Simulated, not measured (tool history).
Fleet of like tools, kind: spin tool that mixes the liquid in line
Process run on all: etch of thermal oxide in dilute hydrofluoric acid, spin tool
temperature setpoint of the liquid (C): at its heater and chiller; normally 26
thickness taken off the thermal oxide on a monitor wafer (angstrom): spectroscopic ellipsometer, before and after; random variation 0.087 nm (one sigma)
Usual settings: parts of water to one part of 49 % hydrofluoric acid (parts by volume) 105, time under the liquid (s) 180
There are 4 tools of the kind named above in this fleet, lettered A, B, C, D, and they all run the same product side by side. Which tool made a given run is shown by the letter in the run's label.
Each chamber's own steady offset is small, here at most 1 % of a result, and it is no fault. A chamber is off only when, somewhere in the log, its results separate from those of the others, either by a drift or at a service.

run   hour  temperature setpoint of the liquid (C)  parts of water to one part of 49 % hydrofluoric acid (parts by volume)  time under the liquid (s)  hours since the thermometer was replaced  hours since the hydrofluoric acid flow meter was replaced  read-back film thickness of the thermal oxide reference wafer, read on the same gauge (nm)  thickness taken off the thermal oxide on a monitor wafer (angstrom)
 1A    6.7                                      26                                                                     105                        180                                     307.5                                                     1321.6                                                                                      109.99                                                               92.935
 2C   15.1                                      26                                                                     105                        180                                     298.1                                                     1108.7                                                                                      109.96                                                               91.781
 3D   24.5                                      26                                                                     105                        180                                      93.9                                                      339.9                                                                                      109.97                                                               92.277
 4B   32.5                                      26                                                                     105                        180                                     437.2                                                         43                                                                                      110.03                                                               92.119
 5C   43.6                                      26                                                                     105                        180                                     326.6                                                     1137.2                                                                                      109.99                                                               91.432
 6B   52.4                                      26                                                                     130                        180                                     457.1                                                       62.9                                                                                      110.01                                                               71.687
 7D   58.8                                      26                                                                     130                        180                                     128.2                                                      374.2                                                                                      110.01                                                               72.126
 8A   68.1                                      26                                                                     130                        180                                     368.9                                                       1383                                                                                      110.07                                                               72.396
 9A     76                                      26                                                                     130                        180                                     376.8                                                     1390.9                                                                                      110.03                                                               71.313
10C   85.4                                      26                                                                      60                        180                                     368.4                                                       1179                                                                                      109.96                                                               175.66
11B   92.5                                      26                                                                      60                        180                                     497.2                                                        103                                                                                      109.99                                                               171.59
12D  100.6                                      26                                                                      60                        180                                       170                                                        416                                                                                      110.01                                                               168.76
13D    110                                      26                                                                      60                        180                                     179.4                                                      425.4                                                                                      109.97                                                               170.43
14B  121.7                                      26                                                                     105                        180                                     526.4                                                      132.2                                                                                      110.03                                                               92.025
15A  129.9                                      26                                                                     105                        180                                     430.7                                                     1444.8                                                                                      109.97                                                               92.873
16C  139.3                                      26                                                                     105                        180                                     422.3                                                     1232.9                                                                                      110.08                                                               96.888
     146.1  -- chamber A: hydrofluoric acid flow meter replaced
17A  147.5                                      26                                                                     105                        180                                     448.3                                                        1.5                                                                                      110.01                                                               92.162
18C    155                                      26                                                                     105                        180                                       438                                                     1248.6                                                                                      110.01                                                               94.446
19D  164.3                                      26                                                                     105                        180                                     233.7                                                      479.7                                                                                      109.99                                                               89.657
20B  174.1                                    22.5                                                                     105                        180                                     578.8                                                      184.6                                                                                         110                                                               81.816
21B  180.6                                    22.5                                                                     105                        180                                     585.3                                                      191.1                                                                                      110.02                                                               81.321
22C  192.2                                    22.5                                                                     105                        180                                     475.2                                                     1285.8                                                                                      109.97                                                               84.437
23D  199.8                                    22.5                                                                     105                        180                                     269.2                                                      515.2                                                                                      110.01                                                               79.173
24A  210.4                                      26                                                                      70                        180                                     511.2                                                       64.4                                                                                      109.98                                                               143.37
25A  215.8                                      26                                                                      70                        180                                     516.6                                                       69.8                                                                                      110.02                                                               145.83
26B  224.4                                      26                                                                      70                        180                                     629.1                                                      234.9                                                                                      109.98                                                               147.46
27D  231.3                                      26                                                                      70                        180                                     300.7                                                      546.7                                                                                      110.02                                                               141.61
28C  242.4                                      26                                                                     105                        180                                     525.4                                                       1336                                                                                      109.98                                                               98.749
29B  253.2                                      26                                                                     105                        180                                     657.9                                                      263.7                                                                                      109.99                                                               91.028
     261.9  -- chamber B: thermometer replaced
30C  263.1                                      26                                                                     105                        180                                     546.1                                                     1356.7                                                                                         110                                                               98.238
31D  272.2                                      26                                                                     105                        180                                     341.6                                                      587.6                                                                                      110.03                                                               91.803
32A  280.4                                      26                                                                     105                        180                                     581.2                                                      134.4                                                                                      109.98                                                               92.375
33C  287.2                                      26                                                                      70                        180                                     570.2                                                     1380.8                                                                                         110                                                               153.94
34B  292.8                                      26                                                                      70                        180                                        31                                                      303.3                                                                                      110.01                                                               145.53
35D  301.3                                      26                                                                      70                        180                                     370.7                                                      616.7                                                                                      109.99                                                                141.3
     310.2  -- chamber D: hydrofluoric acid flow meter replaced
36A  310.3                                      26                                                                      70                        180                                     611.1                                                      164.3                                                                                      109.99                                                               146.96
37A  317.2                                      26                                                                     105                        180                                       618                                                      171.2                                                                                      110.01                                                               91.316
38B  324.6                                      26                                                                     105                        180                                      62.8                                                      335.1                                                                                      110.04                                                               91.834
39D    332                                      26                                                                     105                        180                                     401.4                                                       21.9                                                                                      110.02                                                               90.811
40C  342.9                                      26                                                                     150                        180                                     625.9                                                     1436.5                                                                                         110                                                               65.969
41B  351.6                                      26                                                                     150                        180                                      89.8                                                      362.1                                                                                      109.98                                                               61.068
42A  357.4                                      26                                                                     150                        180                                     658.2                                                      211.4                                                                                         110                                                               61.651

The same settings go to every chamber for the next run, one line per chamber below. Forecast the results for each:
43A  366.1                                      26                                                                     105                        180                                                                                                                                                                                                                                                                     ?
43B  366.1                                      26                                                                     105                        180                                                                                                                                                                                                                                                                     ?
43C  366.1                                      26                                                                     105                        180                                                                                                                                                                                                                                                                     ?
43D  366.1                                      26                                                                     105                        180                                                                                                                                                                                                                                                                     ?

run  thickness taken off the thermal oxide on a monitor wafer (angstrom)
43A                                                               93.266
43B                                                               92.624
43C                                                               101.66
43D                                                                92.46
